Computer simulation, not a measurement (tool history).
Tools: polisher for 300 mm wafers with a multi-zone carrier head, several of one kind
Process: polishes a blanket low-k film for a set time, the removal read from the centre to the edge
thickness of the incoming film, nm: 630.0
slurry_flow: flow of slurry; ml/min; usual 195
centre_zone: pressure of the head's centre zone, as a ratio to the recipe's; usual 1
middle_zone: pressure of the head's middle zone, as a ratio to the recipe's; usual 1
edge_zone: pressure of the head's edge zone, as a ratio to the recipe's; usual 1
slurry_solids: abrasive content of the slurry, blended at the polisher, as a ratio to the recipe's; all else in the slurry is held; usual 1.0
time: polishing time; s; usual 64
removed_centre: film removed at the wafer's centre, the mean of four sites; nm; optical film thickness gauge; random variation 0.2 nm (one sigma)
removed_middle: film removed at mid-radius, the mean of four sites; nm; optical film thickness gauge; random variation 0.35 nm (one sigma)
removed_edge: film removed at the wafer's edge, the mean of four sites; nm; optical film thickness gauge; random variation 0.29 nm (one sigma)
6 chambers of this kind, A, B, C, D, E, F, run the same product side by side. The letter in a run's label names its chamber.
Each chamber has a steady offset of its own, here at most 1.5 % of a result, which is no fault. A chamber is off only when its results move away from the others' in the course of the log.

run,hour,slurry_flow,centre_zone,middle_zone,edge_zone,slurry_solids,time,wafers polished on this pad,hours since the slurry nozzle was cleaned,hours since the centre zone pressure was calibrated,hours since the edge zone pressure was calibrated,removed_centre,removed_middle,removed_edge
1A,4.2,195,1,1,1,1.0,64,345,462.6,196.7,307.5,24.812,24.446,24.766
2D,7.3,195,1,1,1,1.0,64,504,285.5,336.3,304.7,24.890,24.945,24.658
3C,10.3,195,1,1,1,1.0,64,219,213.1,926.8,374.8,25.055,24.779,25.209
4E,13.8,195,1,1,1,1.0,64,594,523.7,260.1,466.9,24.786,24.433,25.148
5F,18.3,195,1,1,1,1.0,79,444,252.0,472.8,955.9,30.919,31.170,31.054
# hour 19.6: chamber F: worn pad replaced by a new one
6B,22.1,195,1,1,1,1.0,79,163,437.6,266.2,370.3,30.876,30.484,30.651
7C,25.0,195,1,1,1,1.0,79,313,227.8,941.5,389.5,30.585,30.697,30.946
8F,27.3,195,1,1,1,1.0,79,49,261.0,481.8,964.9,30.781,30.648,30.787
9E,30.6,195,1,1,1,1.0,79,701,540.5,276.9,483.7,30.508,31.107,30.240
10D,32.8,195,1,1,1,1.0,79,668,311.0,361.8,330.2,30.857,30.294,30.663
11A,36.2,195,1,1,1,1.0,64,550,494.6,228.7,339.5,25.369,24.755,24.617
12B,38.8,195,1,1,1,1.0,64,270,454.3,282.9,387.0,25.013,25.138,25.277
13A,42.7,195,1,1,1,1.0,64,592,501.1,235.2,346.0,24.801,24.329,24.956
# hour 44.2: chamber A: slurry nozzle cleaned
14F,46.0,195,1,1,1,1.0,64,169,279.7,500.5,983.6,25.267,24.799,25.180
15C,50.1,195,1,1,1,1.0,64,474,252.9,966.6,414.6,24.866,25.168,25.239
# hour 51.8: chamber E: slurry nozzle cleaned
16E,52.6,195,1,1,1,1.0,64,842,0.8,298.9,505.7,24.955,25.121,24.806
17B,56.1,195,1,1,1,1.0,64,381,471.6,300.2,404.3,25.425,24.579,25.291
18D,61.1,195,1,1,1,1.0,64,849,339.3,390.1,358.5,25.162,25.427,25.141
19F,66.2,195,1,1,1,1.0,64,299,299.9,520.7,1003.8,25.185,25.125,25.042
20C,70.3,195,1,1,1,1.0,64,603,273.1,986.8,434.8,24.979,24.882,25.616
# hour 72.4: chamber B: worn pad replaced by a new one
# hour 73.8: chamber B: centre zone pressure recalibrated
# hour 75.0: chamber C: worn pad replaced by a new one
21A,75.0,195,1,1,1,1.0,64,799,30.9,267.5,378.3,24.991,25.302,25.323
22B,79.6,195,1,1,1,1.0,64,46,495.1,5.8,427.8,25.331,24.395,25.021
23E,82.6,195,1,1,1,1.0,64,1035,30.8,328.9,535.7,24.877,25.295,24.723
# hour 86.6: chamber E: worn pad replaced by a new one
24D,87.2,195,1,1,1,1.0,64,1016,365.4,416.2,384.6,24.775,24.815,24.583
# hour 87.8: chamber C: slurry nozzle cleaned
25D,92.0,195,1,1,1,1.0,64,1047,370.2,421.0,389.4,24.719,24.730,24.895
26B,94.3,195,1,1,1,1.0,64,140,509.8,20.5,442.5,25.232,24.660,25.396
27A,96.8,195,1,1,1,1.0,64,939,52.7,289.3,400.1,24.944,24.658,24.896
28F,99.4,195,1,1,1,1.0,64,512,333.1,553.9,1037.0,24.902,24.962,25.529
# hour 101.5: chamber D: worn pad replaced by a new one
29C,104.4,195,1,1,1,1.0,64,188,16.7,1020.9,468.9,25.040,25.451,25.538
# hour 107.3: chamber F: worn pad replaced by a new one
30E,107.6,195,1,1,1,1.0,64,134,55.8,353.9,560.7,25.145,25.545,25.125
31C,111.5,195,1,1,1,1.0,64,234,23.8,1028.0,476.0,25.082,24.504,25.650
32D,115.9,140,1,1,1,1.2,64,92,394.1,444.9,413.3,25.315,25.996,26.553
33E,120.4,140,1,1,1,1.2,64,216,68.6,366.7,573.5,25.132,25.899,25.748
34B,123.5,140,1,1,1,1.2,64,327,539.0,49.7,471.7,25.470,26.494,25.428
35F,125.8,140,1,1,1,1.2,64,118,359.5,580.3,1063.4,25.270,25.318,26.692
36A,129.0,140,1,1,1,1.2,64,1145,84.9,321.5,432.3,25.603,25.674,26.348
37C,131.8,140,1,1,1,1.2,64,364,44.1,1048.3,496.3,25.404,25.373,26.194
38F,135.5,195,1,1,1,1.3,64,180,369.2,590.0,1073.1,28.040,28.326,28.176

All 6 chambers run these settings next. Forecast each chamber's results:
39A,139.2,195,1,1,1,1.0,64,,,,,?,?,?
39B,139.2,195,1,1,1,1.0,64,,,,,?,?,?
39C,139.2,195,1,1,1,1.0,64,,,,,?,?,?
39D,139.2,195,1,1,1,1.0,64,,,,,?,?,?
39E,139.2,195,1,1,1,1.0,64,,,,,?,?,?
39F,139.2,195,1,1,1,1.0,64,,,,,?,?,?

run,removed_centre,removed_middle,removed_edge
39A,24.743,24.739,25.210
39B,24.982,24.576,24.522
39C,24.762,24.455,25.186
39D,24.791,24.828,25.044
39E,24.962,24.916,25.183
39F,24.725,25.220,25.407

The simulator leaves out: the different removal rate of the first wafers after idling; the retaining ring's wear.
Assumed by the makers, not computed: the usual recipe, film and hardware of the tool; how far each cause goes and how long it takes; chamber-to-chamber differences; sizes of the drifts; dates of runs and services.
